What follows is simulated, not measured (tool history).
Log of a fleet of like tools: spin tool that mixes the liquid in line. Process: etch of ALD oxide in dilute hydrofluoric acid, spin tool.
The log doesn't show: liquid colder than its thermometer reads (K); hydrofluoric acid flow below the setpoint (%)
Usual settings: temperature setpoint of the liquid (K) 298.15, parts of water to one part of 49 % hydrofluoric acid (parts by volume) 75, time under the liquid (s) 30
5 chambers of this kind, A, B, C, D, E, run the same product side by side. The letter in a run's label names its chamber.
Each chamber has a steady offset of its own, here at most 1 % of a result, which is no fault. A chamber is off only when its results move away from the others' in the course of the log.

| run | hour | temperature setpoint of the liquid (K) | parts of water to one part of 49 % hydrofluoric acid (parts by volume) | time under the liquid (s) | hours since the thermometer was replaced | hours since the hydrofluoric acid flow meter was replaced | read-back film thickness of the ALD oxide reference wafer, read on the same gauge (nm) | thickness taken off the ALD oxide on a monitor wafer (Å) |
|---|---|---|---|---|---|---|---|---|
| 1E | 10.6 | 298.15 | 75 | 30 | 356.1 | 2129.5 | 79.999 | 77.865 |
| 2B | 23.3 | 298.15 | 75 | 30 | 1010.9 | 701.1 | 79.98 | 77.56 |
|  | 27 | chamber A: hydrofluoric acid flow meter replaced |
| 3C | 33 | 298.15 | 75 | 30 | 1289.2 | 756.2 | 80.001 | 77.393 |
| 4A | 40.9 | 298.15 | 75 | 30 | 1235 | 14 | 80.008 | 78.551 |
| 5D | 52.6 | 296.15 | 95 | 30 | 398.6 | 834.1 | 80.025 | 55.182 |
| 6E | 64.1 | 296.15 | 95 | 30 | 409.6 | 2183 | 79.973 | 55.431 |
| 7C | 70.5 | 296.15 | 95 | 30 | 1326.7 | 793.7 | 79.988 | 54.613 |
| 8A | 79.7 | 296.15 | 95 | 30 | 1273.8 | 52.8 | 80.017 | 54.884 |
|  | 87.3 | chamber D: hydrofluoric acid flow meter replaced |
| 9D | 89.7 | 296.15 | 95 | 30 | 435.7 | 2.4 | 80.028 | 55.156 |
| 10B | 98.6 | 298.15 | 75 | 30 | 1086.2 | 776.4 | 80.016 | 77.494 |
| 11E | 109.2 | 298.15 | 75 | 30 | 454.7 | 2228.1 | 79.965 | 77.156 |
| 12D | 119.5 | 298.15 | 75 | 30 | 465.5 | 32.2 | 79.958 | 77.744 |
| 13B | 127 | 298.15 | 75 | 30 | 1114.6 | 804.8 | 80.006 | 77.838 |
| 14A | 138.4 | 298.15 | 75 | 30 | 1332.5 | 111.5 | 80 | 78.247 |
| 15C | 144.9 | 296.15 | 100 | 30 | 1401.1 | 868.1 | 80.027 | 51.738 |
| 16B | 157.4 | 296.15 | 100 | 30 | 1145 | 835.2 | 80.012 | 52.013 |
| 17D | 163.2 | 296.15 | 100 | 30 | 509.2 | 75.9 | 80.015 | 52.202 |
| 18A | 172 | 296.15 | 100 | 30 | 1366.1 | 145.1 | 79.994 | 52.489 |
| 19E | 177.8 | 296.15 | 100 | 30 | 523.3 | 2296.7 | 79.999 | 52.136 |
|  | 181 | chamber E: hydrofluoric acid flow meter replaced |
| 20C | 186.2 | 298.15 | 75 | 30 | 1442.4 | 909.4 | 79.99 | 77.293 |
| 21E | 193 | 298.15 | 75 | 30 | 538.5 | 12 | 80.001 | 77.554 |
| 22A | 205.8 | 298.15 | 75 | 30 | 1399.9 | 178.9 | 80.007 | 78.282 |
| 23D | 214.9 | 298.15 | 75 | 40 | 560.9 | 127.6 | 79.989 | 103.95 |
| 24B | 220.8 | 298.15 | 75 | 40 | 1208.4 | 898.6 | 80.016 | 103.12 |
| 25C | 233.6 | 298.15 | 75 | 40 | 1489.8 | 956.8 | 79.992 | 102.62 |
| 26C | 242.5 | 298.15 | 75 | 40 | 1498.7 | 965.7 | 79.99 | 103.42 |
| 27D | 255.1 | 298.15 | 75 | 40 | 601.1 | 167.8 | 79.984 | 103.52 |
| 28E | 262.9 | 298.15 | 75 | 30 | 608.4 | 81.9 | 79.993 | 77.668 |
| 29B | 273.8 | 298.15 | 75 | 30 | 1261.4 | 951.6 | 79.963 | 77.171 |
| 30A | 285.3 | 298.15 | 75 | 30 | 1479.4 | 258.4 | 80.013 | 77.853 |
| 31E | 294.6 | 298.15 | 75 | 20 | 640.1 | 113.6 | 79.994 | 51.884 |
| 32C | 304.1 | 298.15 | 75 | 20 | 1560.3 | 1027.3 | 79.977 | 51.522 |
|  | 309.5 | chamber A: thermometer replaced |
| 33A | 310 | 298.15 | 75 | 20 | 0.5 | 283.1 | 80.006 | 52.007 |
| 34D | 315.7 | 298.15 | 75 | 20 | 661.7 | 228.4 | 79.964 | 51.869 |
| 35B | 323 | 298.15 | 75 | 20 | 1310.6 | 1000.8 | 79.995 | 51.548 |
| 36C | 334.7 | 298.15 | 75 | 30 | 1590.9 | 1057.9 | 79.991 | 77.247 |
| 37D | 341.1 | 298.15 | 75 | 30 | 687.1 | 253.8 | 80.019 | 77.382 |
| 38A | 353.7 | 300.15 | 75 | 30 | 44.2 | 326.8 | 79.979 | 84.333 |
| 39B | 363.6 | 300.15 | 75 | 30 | 1351.2 | 1041.4 | 80.023 | 84.301 |
| 40E | 371.7 | 300.15 | 75 | 30 | 717.2 | 190.7 | 80.015 | 84.086 |
| 41E | 382.2 | 300.15 | 75 | 30 | 727.7 | 201.2 | 80.026 | 84.595 |
| 42B | 392 | 300.15 | 75 | 30 | 1379.6 | 1069.8 | 79.97 | 84.406 |

Is one chamber off against the others, does the gauge drift, or is nothing wrong? If a chamber is off, say which, and what the likeliest cause is.

No chamber stands off beyond its own small offset, and the gauge holds steady.
